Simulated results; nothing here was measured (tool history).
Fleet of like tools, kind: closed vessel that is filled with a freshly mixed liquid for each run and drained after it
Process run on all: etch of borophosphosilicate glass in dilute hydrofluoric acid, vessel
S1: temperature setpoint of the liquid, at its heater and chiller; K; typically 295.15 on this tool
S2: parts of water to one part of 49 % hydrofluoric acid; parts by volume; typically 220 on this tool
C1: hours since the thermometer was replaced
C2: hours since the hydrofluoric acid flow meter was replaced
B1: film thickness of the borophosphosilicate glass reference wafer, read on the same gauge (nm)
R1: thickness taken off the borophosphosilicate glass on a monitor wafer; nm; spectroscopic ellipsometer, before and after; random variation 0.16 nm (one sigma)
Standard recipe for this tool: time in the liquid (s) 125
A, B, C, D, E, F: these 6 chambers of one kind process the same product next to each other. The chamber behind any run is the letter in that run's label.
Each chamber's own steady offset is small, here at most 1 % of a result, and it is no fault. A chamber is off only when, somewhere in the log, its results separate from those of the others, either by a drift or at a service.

Run 1F, hour 5.8: usual settings; C1 779.7; C2 127; B1 80.033. Result: R1 21.732 nm.
Run 2E, hour 12.7: usual settings; C1 361.1; C2 276.9; B1 79.96. Result: R1 22.016 nm.
Run 3B, hour 24.7: usual settings; C1 2354; C2 741.5; B1 80.058. Result: R1 21.649 nm.
Run 4C, hour 31.5: usual settings; C1 2216.5; C2 226.5; B1 79.99. Result: R1 22.038 nm.
Run 5A, hour 39.3: usual settings but S1 291.15 K, S2 305 parts by volume; C1 535.5; C2 796.6; B1 80.001. Result: R1 12.561 nm.
Run 6D, hour 46.2: usual settings but S1 291.15 K, S2 305 parts by volume; C1 1134.1; C2 222.2; B1 80.012. Result: R1 12.327 nm.
Run 7D, hour 57.4: usual settings but S1 291.15 K, S2 305 parts by volume; C1 1145.3; C2 233.4; B1 79.999. Result: R1 12.526 nm.
Run 8B, hour 64.4: usual settings but S1 291.15 K, S2 305 parts by volume; C1 2393.7; C2 781.2; B1 79.983. Result: R1 12.566 nm.
Run 9E, hour 70: usual settings but S1 291.15 K, S2 305 parts by volume; C1 418.4; C2 334.2; B1 79.996. Result: R1 12.502 nm.
Run 10C, hour 76.1: usual settings but S1 291.15 K, S2 305 parts by volume; C1 2261.1; C2 271.1; B1 79.985. Result: R1 12.463 nm.
Run 11A, hour 82.8: usual settings; C1 579; C2 840.1; B1 80.001. Result: R1 21.896 nm.
Run 12F, hour 88.9: usual settings; C1 862.8; C2 210.1; B1 79.994. Result: R1 21.721 nm.
Run 13B, hour 98.1: usual settings; C1 2427.4; C2 814.9; B1 79.998. Result: R1 21.739 nm.
Run 14F, hour 104.6: usual settings; C1 878.5; C2 225.8; B1 80.036. Result: R1 21.818 nm.
Run 15C, hour 112.2: usual settings; C1 2297.2; C2 307.2; B1 80.031. Result: R1 21.784 nm.
Run 16A, hour 118.8: usual settings but S2 170 parts by volume; C1 615; C2 876.1; B1 80.014. Result: R1 29.461 nm.
At hour 121.3: chamber C: thermometer replaced.
Run 17E, hour 129.4: usual settings but S2 170 parts by volume; C1 477.8; C2 393.6; B1 79.982. Result: R1 29.502 nm.
Run 18D, hour 141: usual settings but S2 170 parts by volume; C1 1228.9; C2 317; B1 80.019. Result: R1 29.317 nm.
Run 19F, hour 149.8: usual settings but S2 170 parts by volume; C1 923.7; C2 271; B1 80. Result: R1 30.011 nm.
Run 20D, hour 159: usual settings but S2 170 parts by volume; C1 1246.9; C2 335; B1 79.998. Result: R1 29.501 nm.
Run 21B, hour 164.8: usual settings but S2 170 parts by volume; C1 2494.1; C2 881.6; B1 79.998. Result: R1 29.599 nm.
At hour 170.9: chamber A: thermometer replaced.
Run 22A, hour 173.7: usual settings; C1 2.9; C2 931; B1 79.975. Result: R1 21.85 nm.
Run 23C, hour 184.1: usual settings; C1 62.8; C2 379.1; B1 79.953. Result: R1 21.587 nm.
Run 24E, hour 189.7: usual settings; C1 538.1; C2 453.9; B1 80.041. Result: R1 21.87 nm.
Run 25A, hour 202.4: usual settings; C1 31.6; C2 959.7; B1 80.004. Result: R1 21.908 nm.
Run 26E, hour 210: usual settings; C1 558.4; C2 474.2; B1 79.961. Result: R1 21.795 nm.
Run 27B, hour 217.2: usual settings; C1 2546.5; C2 934; B1 79.98. Result: R1 21.699 nm.
Run 28D, hour 228.9: usual settings; C1 1316.8; C2 404.9; B1 80.029. Result: R1 21.926 nm.
At hour 229: chamber E: hydrofluoric acid flow meter replaced.
Run 29C, hour 240.3: usual settings; C1 119; C2 435.3; B1 79.999. Result: R1 21.897 nm.
Run 30F, hour 251.3: usual settings; C1 1025.2; C2 372.5; B1 80.005. Result: R1 21.508 nm.
Run 31A, hour 263.3: usual settings but S1 300.15 K, S2 160 parts by volume; C1 92.5; C2 1020.6; B1 79.962. Result: R1 38.714 nm.
Run 32C, hour 275.5: usual settings but S1 300.15 K, S2 160 parts by volume; C1 154.2; C2 470.5; B1 80.02. Result: R1 39.126 nm.
Run 33F, hour 285.5: usual settings but S1 300.15 K, S2 160 parts by volume; C1 1059.4; C2 406.7; B1 79.972. Result: R1 38.287 nm.
Run 34D, hour 295.6: usual settings but S1 300.15 K, S2 160 parts by volume; C1 1383.5; C2 471.6; B1 80.01. Result: R1 37.854 nm.
Run 35B, hour 304: usual settings but S1 300.15 K, S2 160 parts by volume; C1 2633.3; C2 1020.8; B1 80.006. Result: R1 38.194 nm.
Run 36E, hour 311.1: usual settings but S1 300.15 K, S2 160 parts by volume; C1 659.5; C2 82.1; B1 79.985. Result: R1 38.257 nm.
Run 37E, hour 318.3: usual settings; C1 666.7; C2 89.3; B1 79.999. Result: R1 21.628 nm.
Run 38B, hour 326.1: usual settings; C1 2655.4; C2 1042.9; B1 79.947. Result: R1 21.296 nm.
Run 39D, hour 333.5: usual settings but time in the liquid (s) 55; C1 1421.4; C2 509.5; B1 79.999. Result: R1 9.6184 nm.

What goes on in this fleet: one chamber off, a drifting gauge, or nothing beyond the chambers' own small offsets? Name the chamber and the cause, if any.

Beyond each chamber's small constant offset nothing stands out, and the gauge stays steady.
